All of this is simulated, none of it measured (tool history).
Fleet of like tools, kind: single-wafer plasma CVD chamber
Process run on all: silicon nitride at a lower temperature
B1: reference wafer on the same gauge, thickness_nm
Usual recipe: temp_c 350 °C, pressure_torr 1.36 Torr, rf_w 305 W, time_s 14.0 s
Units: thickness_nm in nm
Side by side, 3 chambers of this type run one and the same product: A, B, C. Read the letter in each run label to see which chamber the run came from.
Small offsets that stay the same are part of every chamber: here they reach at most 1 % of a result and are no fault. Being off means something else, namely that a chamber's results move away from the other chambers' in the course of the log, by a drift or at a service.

run 1B hour=7.5 | temp_c=350 pressure_torr=1.36 rf_w=305 time_s=14.0 | B1=14.297 | thickness_nm=15.785
run 2C hour=14.7 | temp_c=350 pressure_torr=1.36 rf_w=305 time_s=14.0 | B1=14.302 | thickness_nm=16.019
run 3A hour=21.7 | temp_c=350 pressure_torr=1.36 rf_w=305 time_s=14.0 | B1=14.305 | thickness_nm=15.918
run 4B hour=30.3 | temp_c=350 pressure_torr=1.36 rf_w=305 time_s=14.0 | B1=14.311 | thickness_nm=15.795
run 5C hour=39.9 | temp_c=350 pressure_torr=1.36 rf_w=305 time_s=14.0 | B1=14.310 | thickness_nm=16.034
run 6A hour=49.2 | temp_c=350 pressure_torr=1.36 rf_w=305 time_s=14.0 | B1=14.311 | thickness_nm=15.935
run 7A hour=58.4 | temp_c=350 pressure_torr=1.36 rf_w=305 time_s=14.0 | B1=14.313 | thickness_nm=15.904
run 8B hour=65.3 | temp_c=350 pressure_torr=1.36 rf_w=305 time_s=14.0 | B1=14.317 | thickness_nm=15.779
run 9C hour=73.6 | temp_c=350 pressure_torr=1.36 rf_w=305 time_s=14.0 | B1=14.319 | thickness_nm=15.988
run 10C hour=83.8 | temp_c=350 pressure_torr=1.36 rf_w=305 time_s=14.0 | B1=14.322 | thickness_nm=15.997
run 11A hour=88.9 | temp_c=350 pressure_torr=1.36 rf_w=305 time_s=14.0 | B1=14.317 | thickness_nm=15.904
run 12B hour=94.1 | temp_c=350 pressure_torr=1.36 rf_w=305 time_s=14.0 | B1=14.319 | thickness_nm=15.792
run 13A hour=104.3 | temp_c=350 pressure_torr=1.36 rf_w=305 time_s=14.0 | B1=14.323 | thickness_nm=15.908
run 14C hour=113.5 | temp_c=350 pressure_torr=1.36 rf_w=305 time_s=14.0 | B1=14.326 | thickness_nm=16.024
run 15B hour=119.9 | temp_c=350 pressure_torr=1.36 rf_w=305 time_s=14.0 | B1=14.323 | thickness_nm=15.800
run 16B hour=130.7 | temp_c=350 pressure_torr=1.36 rf_w=305 time_s=14.0 | B1=14.326 | thickness_nm=15.823
run 17C hour=140.8 | temp_c=350 pressure_torr=1.64 rf_w=305 time_s=11.4 | B1=14.327 | thickness_nm=13.788
run 18A hour=146.3 | temp_c=350 pressure_torr=1.64 rf_w=305 time_s=11.4 | B1=14.334 | thickness_nm=13.663
run 19C hour=152.6 | temp_c=350 pressure_torr=1.64 rf_w=305 time_s=11.4 | B1=14.333 | thickness_nm=13.792
run 20B hour=157.8 | temp_c=350 pressure_torr=1.36 rf_w=305 time_s=14.0 | B1=14.334 | thickness_nm=15.840
run 21A hour=163.2 | temp_c=350 pressure_torr=1.36 rf_w=305 time_s=14.0 | B1=14.336 | thickness_nm=15.946
run 22A hour=169.2 | temp_c=350 pressure_torr=1.36 rf_w=305 time_s=14.0 | B1=14.344 | thickness_nm=15.896
run 23B hour=178.8 | temp_c=350 pressure_torr=1.36 rf_w=305 time_s=14.0 | B1=14.342 | thickness_nm=15.851
run 24C hour=189.7 | temp_c=350 pressure_torr=1.36 rf_w=305 time_s=14.0 | B1=14.343 | thickness_nm=16.051
run 25B hour=198.1 | temp_c=350 pressure_torr=1.36 rf_w=305 time_s=14.0 | B1=14.346 | thickness_nm=15.814
run 26C hour=206.1 | temp_c=350 pressure_torr=1.36 rf_w=270 time_s=14.0 | B1=14.348 | thickness_nm=14.796
run 27A hour=215.9 | temp_c=350 pressure_torr=1.36 rf_w=270 time_s=14.0 | B1=14.348 | thickness_nm=14.679
run 28A hour=222.6 | temp_c=350 pressure_torr=1.36 rf_w=270 time_s=14.0 | B1=14.351 | thickness_nm=14.686
run 29C hour=227.8 | temp_c=350 pressure_torr=1.36 rf_w=305 time_s=14.0 | B1=14.347 | thickness_nm=16.037
run 30B hour=234.0 | temp_c=350 pressure_torr=1.36 rf_w=305 time_s=14.0 | B1=14.350 | thickness_nm=15.850
run 31A hour=242.7 | temp_c=350 pressure_torr=1.36 rf_w=305 time_s=14.0 | B1=14.354 | thickness_nm=15.970
run 32B hour=250.1 | temp_c=350 pressure_torr=1.36 rf_w=305 time_s=14.0 | B1=14.355 | thickness_nm=15.853
run 33C hour=260.0 | temp_c=350 pressure_torr=1.36 rf_w=305 time_s=14.0 | B1=14.357 | thickness_nm=16.037
run 34B hour=269.7 | temp_c=350 pressure_torr=1.36 rf_w=305 time_s=14.0 | B1=14.362 | thickness_nm=15.839
run 35C hour=279.4 | temp_c=350 pressure_torr=1.36 rf_w=305 time_s=14.0 | B1=14.363 | thickness_nm=16.032
run 36A hour=288.5 | temp_c=350 pressure_torr=1.36 rf_w=305 time_s=14.0 | B1=14.361 | thickness_nm=15.975
run 37C hour=294.6 | temp_c=350 pressure_torr=1.36 rf_w=305 time_s=14.0 | B1=14.365 | thickness_nm=16.118
run 38B hour=303.3 | temp_c=350 pressure_torr=1.26 rf_w=305 time_s=14.0 | B1=14.371 | thickness_nm=15.464
run 39A hour=314.0 | temp_c=350 pressure_torr=1.26 rf_w=305 time_s=14.0 | B1=14.368 | thickness_nm=15.588
run 40A hour=319.7 | temp_c=350 pressure_torr=1.26 rf_w=305 time_s=14.0 | B1=14.367 | thickness_nm=15.627
run 41C hour=327.0 | temp_c=350 pressure_torr=1.36 rf_w=305 time_s=14.0 | B1=14.371 | thickness_nm=16.053
run 42B hour=333.0 | temp_c=350 pressure_torr=1.36 rf_w=305 time_s=14.0 | B1=14.370 | thickness_nm=15.862
run 43B hour=341.4 | temp_c=350 pressure_torr=1.36 rf_w=305 time_s=14.0 | B1=14.373 | thickness_nm=15.883

Is one chamber out of step, is the gauge drifting, or do the chambers differ by no more than their own small offsets? For an off chamber, give its letter and the likeliest cause.

Every chamber seems to shift together because the gauge that measures them all drifts; the chambers themselves are fine.
What lies behind it: gauge reads high (%) = 0.545.

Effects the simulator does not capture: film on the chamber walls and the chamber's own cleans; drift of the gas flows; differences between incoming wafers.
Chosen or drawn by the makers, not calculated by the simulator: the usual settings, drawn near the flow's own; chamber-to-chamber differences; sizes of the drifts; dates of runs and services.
